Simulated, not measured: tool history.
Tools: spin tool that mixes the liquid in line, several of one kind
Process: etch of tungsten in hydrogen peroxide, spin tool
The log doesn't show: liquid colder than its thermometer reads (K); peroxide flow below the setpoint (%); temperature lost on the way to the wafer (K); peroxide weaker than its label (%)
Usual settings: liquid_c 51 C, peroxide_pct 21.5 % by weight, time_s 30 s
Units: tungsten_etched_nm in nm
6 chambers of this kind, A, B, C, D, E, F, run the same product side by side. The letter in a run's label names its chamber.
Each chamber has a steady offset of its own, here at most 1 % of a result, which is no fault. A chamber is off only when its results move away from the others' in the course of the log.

run	day	liquid_c	peroxide_pct	time_s	hours since the thermometer was replaced	hours since the peroxide flow meter was replaced	hours since the heated supply line was repaired	hours since the drum of peroxide was connected	read-back film thickness of the tungsten reference wafer, read on the same gauge (nm)	tungsten_etched_nm
1D	0.279	51	21.5	30	1188	1402.3	520.5	885.3	79.969	91.973
2E	0.5	51	21.5	30	1610	467.4	27.5	89.8	79.994	92.781
3F	0.808	51	21.5	30	210.6	1925.1	1186.2	337.2	80.015	92.374
4C	1.05	51	21.5	30	172.2	633.8	2720.9	599.7	80.015	92.219
5B	1.342	51	21.5	20	2110.9	1771	794.7	39.4	80.055	61.426
6A	1.525	51	21.5	20	1397.8	228.7	2041.7	653.7	79.964	61.156
7A	1.804	51	21.5	20	1404.5	235.4	2048.4	660.4	79.983	61.826
8F	2.1	51	21.5	20	241.6	1956.1	1217.2	368.2	80.024	61.602
# day 2.267: chamber A: thermometer replaced
9E	2.362	51	21.5	20	1654.7	512.1	72.2	134.5	80	61.721
10B	2.542	51	21.5	20	2139.7	1799.8	823.5	68.2	79.997	61.542
11C	2.796	51	21.5	30	214.1	675.7	2762.8	641.6	79.986	91.825
12D	3.05	51	21.5	30	1254.5	1468.8	587	951.8	79.98	91.321
13C	3.367	51	21.5	30	227.8	689.4	2776.5	655.3	80.006	92.409
14F	3.604	51	21.5	30	277.7	1992.2	1253.3	404.3	80.002	92.534
15B	3.783	51	21.5	30	2169.5	1829.6	853.3	98	79.96	92.138
# day 3.825: chamber C: new drum of peroxide connected
16E	3.946	51	21.5	30	1692.7	550.1	110.2	172.5	79.951	91.804
17A	4.258	51	21.5	30	47.8	294.3	2107.3	719.3	79.983	92.701
18D	4.5	51	21.5	30	1289.3	1503.6	621.8	986.6	80.014	91.799
19C	4.662	51	21.5	30	258.9	720.5	2807.6	20.1	79.96	92.435
# day 4.75: chamber F: heated supply line repaired
20E	4.938	51	21.5	30	1716.5	573.9	134	196.3	80.056	91.719
21B	5.204	51	21.5	30	2203.6	1863.7	887.4	132.1	80.053	92.345
22D	5.458	51	21.5	30	1312.3	1526.6	644.8	1009.6	79.962	91.933
# day 5.6: chamber E: thermometer replaced
23A	5.775	51	21.5	15	84.2	330.7	2143.7	755.7	79.981	46.363
24F	5.917	51	21.5	15	333.2	2047.7	28	459.8	79.971	45.685
25F	6.225	51	21.5	15	340.6	2055.1	35.4	467.2	80.009	45.361
26C	6.542	51	21.5	15	304	765.6	2852.7	65.2	79.984	45.971
27E	6.704	51	21.5	15	26.5	616.3	176.4	238.7	79.99	46.127
28B	6.967	51	21.5	15	2245.9	1906	929.7	174.4	80.029	46.202
29A	7.246	51	21.5	30	119.5	366	2179	791	79.967	92.012
30D	7.404	51	21.5	30	1359	1573.3	691.5	1056.3	79.983	92.016
31D	7.617	51	21.5	30	1364.1	1578.4	696.6	1061.4	80.003	92.075
32B	7.825	51	21.5	30	2266.5	1926.6	950.3	195	80.01	91.97
33C	7.992	51	21.5	30	338.8	800.4	2887.5	100	80.032	91.814
34E	8.267	51	21.5	30	64	653.8	213.9	276.2	79.976	92.782
35F	8.412	51	21.5	30	393.1	2107.6	87.9	519.7	79.958	88.726
36A	8.633	51	21.5	30	152.8	399.3	2212.3	824.3	79.981	92.26
37C	8.908	51	21.5	30	360.8	822.4	2909.5	122	80.035	92.202
38B	9.188	51	21.5	30	2299.2	1959.3	983	227.7	80	91.991

What goes on in this fleet: one chamber off, a drifting gauge, or nothing beyond the chambers' own small offsets? Name the chamber and the cause, if any.

Chamber F drifts away from the others.
Cause: liquid colder than its thermometer reads (K) = 0.876.
The log may not tell that from: peroxide flow below the setpoint (%).

Here are 4 candidates for chamber F's next run, each the usual settings with a change, their results left as question marks. Which one brings its results back in line with what the others give on the usual settings?
In line means no further than this from the other chambers' mean on the usual settings: tungsten_etched_nm 1.2 nm
39F-1	9.417	51	23.5	30						?
39F-2	9.417	51	19.5	30						?
39F-3	9.417	51	22	30						?
39F-4	9.417	51	21	30						?

The other chambers' mean on the usual settings: tungsten_etched_nm 92.226 nm
run	tungsten_etched_nm
39F-1	92.004
39F-2	83.746
39F-3	88.997
39F-4	86.934
39F-1 brings the chamber back in line.
